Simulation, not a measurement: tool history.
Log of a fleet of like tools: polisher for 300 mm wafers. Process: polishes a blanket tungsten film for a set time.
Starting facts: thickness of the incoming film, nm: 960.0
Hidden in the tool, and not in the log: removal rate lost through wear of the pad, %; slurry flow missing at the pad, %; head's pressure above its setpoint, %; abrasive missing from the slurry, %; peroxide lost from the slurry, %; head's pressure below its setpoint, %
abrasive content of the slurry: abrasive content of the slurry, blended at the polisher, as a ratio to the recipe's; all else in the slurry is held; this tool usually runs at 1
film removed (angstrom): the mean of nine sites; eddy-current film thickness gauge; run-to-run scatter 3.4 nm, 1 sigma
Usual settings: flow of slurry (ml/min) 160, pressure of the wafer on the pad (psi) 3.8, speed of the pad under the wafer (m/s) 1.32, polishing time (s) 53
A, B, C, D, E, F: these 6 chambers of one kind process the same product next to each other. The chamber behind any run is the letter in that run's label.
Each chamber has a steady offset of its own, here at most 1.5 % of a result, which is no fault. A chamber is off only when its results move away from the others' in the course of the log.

run,hour,flow of slurry (ml/min),pressure of the wafer on the pad (psi),speed of the pad under the wafer (m/s),abrasive content of the slurry,polishing time (s),wafers polished on this pad,hours since the slurry nozzle was cleaned,hours since the head pressure was calibrated,hours since the slurry blender was calibrated,hours since the slurry got fresh peroxide,film removed (angstrom)
# hour 0.1: chamber C: slurry tank refilled with fresh slurry and peroxide
# hour 1: chamber D: slurry tank refilled with fresh slurry and peroxide
1E,4.7,160,3.8,1.32,1,53,383,178.5,310.1,8.9,12.2,2845.3
2D,7.4,160,3.8,1.32,1,53,462,564.7,500.3,59.9,6.4,2864.8
# hour 9.1: chamber E: slurry nozzle cleaned
3F,11.4,160,3.8,1.32,1,53,498,91.8,114.5,135.1,121.7,2857.1
4C,15.3,160,3.8,1.32,1,53,422,600,588.4,121,15.2,2810.7
# hour 19.6: chamber D: worn pad replaced by a new one
# hour 19.7: chamber A: slurry tank refilled with fresh slurry and peroxide
5B,19.9,160,3.8,1.32,1,53,339,158.1,524.4,52.4,46.2,2910.7
6A,22.2,160,3.8,1.32,1,53,995,246.3,147.5,373.8,2.5,2826.9
7B,26.3,160,3.8,1.32,1,53,387,164.5,530.8,58.8,52.6,2906.5
8A,29.4,160,3.8,1.32,1,53,1049,253.5,154.7,381,9.7,2768.8
9F,33.8,160,3.8,1.32,1,53,665,114.2,136.9,157.5,144.1,2790.1
10D,37.6,160,3.8,1.32,1,53,134,594.9,530.5,90.1,36.6,2930.9
11E,41.5,160,3.8,1.32,1,53,659,32.5,346.9,45.7,49,2795.1
# hour 43.8: chamber E: slurry tank refilled with fresh slurry and peroxide
12C,44.7,135,2.7,1.32,1,53,642,629.4,617.8,150.4,44.6,1951.1
# hour 48.4: chamber D: slurry tank refilled with fresh slurry and peroxide
13C,48.6,135,2.7,1.32,1,53,671,633.3,621.7,154.3,48.5,1932.8
14E,51.8,135,2.7,1.32,1,53,736,42.8,357.2,56,8,1930.5
# hour 55.3: chamber C: slurry nozzle cleaned
15A,56.6,135,2.7,1.32,1,53,1252,280.7,181.9,408.2,36.9,1914.8
# hour 57.2: chamber F: slurry tank refilled with fresh slurry and peroxide
# hour 57.8: chamber F: worn pad replaced by a new one
16D,61.3,135,2.7,1.32,1,53,312,618.6,554.2,113.8,13,1955.5
# hour 62.4: chamber C: slurry tank refilled with fresh slurry and peroxide
17F,64.4,135,2.7,1.32,1,53,49,144.8,167.5,188.1,7.2,1974.6
# hour 66.3: chamber F: slurry blender recalibrated
# hour 68.2: chamber A: worn pad replaced by a new one
18B,68.4,160,3.8,1.32,1,53,702,206.6,572.9,100.9,94.7,2744.8
19D,71.3,160,3.8,1.32,1,53,386,628.6,564.2,123.8,23,2904.6
20B,75.5,160,3.8,1.32,1,53,755,213.7,580,108,101.8,2756.7
21C,79,160,3.8,1.32,1,53,899,23.8,652.1,184.7,16.7,2817.7
# hour 82: chamber D: worn pad replaced by a new one
22A,82.2,160,3.8,1.32,1,53,105,306.3,207.5,433.8,62.5,2763.1
23F,84.6,160,3.8,1.32,1,53,200,165,187.7,18.3,27.4,2827.4
24E,88.4,160,3.8,1.32,1,53,1010,79.4,393.8,92.6,44.6,2876.5
# hour 90.8: chamber D: slurry blender recalibrated
25D,91.1,160,3.8,1.32,1,53,68,648.4,584,0.4,42.8,2826.4
26E,94.1,160,3.8,1.32,1,53,1052,85.1,399.5,98.3,50.3,2852.2
# hour 96: chamber E: slurry tank refilled with fresh slurry and peroxide
27B,98.3,160,3.8,1.32,1,53,926,236.5,602.8,130.8,124.6,2725.5
28A,102.5,160,3.8,1.32,1,53,257,326.6,227.8,454.1,82.8,2830.3
# hour 103.4: chamber D: slurry tank refilled with fresh slurry and peroxide
29F,106.1,140,3.8,1.6,1,53,361,186.5,209.2,39.8,48.9,3407.2
# hour 107: chamber A: slurry blender recalibrated
30C,108.5,140,3.8,1.6,1,53,1119,53.3,681.6,214.2,46.2,3379.8
31F,111.4,140,3.8,1.6,1,53,401,191.8,214.5,45.1,54.2,3366.1
32E,115.8,140,3.8,1.6,1,53,1215,106.8,421.2,120,19.8,3416.1
# hour 116.3: chamber C: worn pad replaced by a new one
# hour 119.2: chamber E: worn pad replaced by a new one
33D,119.9,140,3.8,1.6,1,53,283,677.2,612.8,29.2,16.5,3316.7
34C,123.6,140,3.8,1.6,1,53,55,68.4,696.7,229.3,61.3,3357.7
35B,125.7,160,3.8,1.32,1,53,1131,263.9,630.2,158.2,152,2660
36A,130.4,160,3.8,1.32,1,53,466,354.5,255.7,23.4,110.7,2819.7
37C,133.3,160,3.8,1.32,1,53,127,78.1,706.4,239,71,2783.1
38F,136.3,160,3.8,1.32,1,53,587,216.7,239.4,70,79.1,2795.4
# hour 137.3: chamber B: worn pad replaced by a new one
39A,139.4,160,3.8,1.32,1,53,533,363.5,264.7,32.4,119.7,2773.4
# hour 143: chamber E: slurry tank refilled with fresh slurry and peroxide
40E,144.2,160,3.8,1.32,1,53,187,135.2,449.6,148.4,1.2,2845.4
41B,147.7,160,3.8,1.32,1,53,78,285.9,652.2,180.2,174,2561.8
42D,150.1,160,3.8,1.32,1,53,509,707.4,643,59.4,46.7,2882.1
43A,154.6,160,3.8,1.32,1,53,647,378.7,279.9,47.6,134.9,2775.7
44F,157.1,160,3.8,1.32,1,53,743,237.5,260.2,90.8,99.9,2816.2

Is one chamber off against the others, does the gauge drift, or is nothing wrong? If a chamber is off, say which, and what the likeliest cause is.

One chamber, B, drifts off from the rest bit by bit.
Most likely cause: peroxide lost from the slurry, % = 26.9.
The log may not tell that from: slurry flow missing at the pad, %; head's pressure below its setpoint, %; abrasive missing from the slurry, %.

Which of the 4 candidates below, each the usual settings with something changed and its results left as question marks, puts chamber B back in line with what the other chambers give on the usual settings?
Maximum distance from the other chambers' mean on the usual settings for a result to count as in line: film removed (angstrom) 120
45B-1,160.5,120,3.8,1.32,1,53,,,,,,?
45B-2,160.5,160,3.9,1.38,1,55,,,,,,?
45B-3,160.5,160,3.9,1.32,1,53,,,,,,?
45B-4,160.5,160,3.8,1.24,1,50,,,,,,?

Average result of the remaining chambers running the usual settings: film removed (angstrom) 2836.1
run,film removed (angstrom)
45B-1,2397.7
45B-2,2819
45B-3,2597.9
45B-4,2242.2
The right change is 45B-2: it brings the chamber back within the allowed miss of the others.
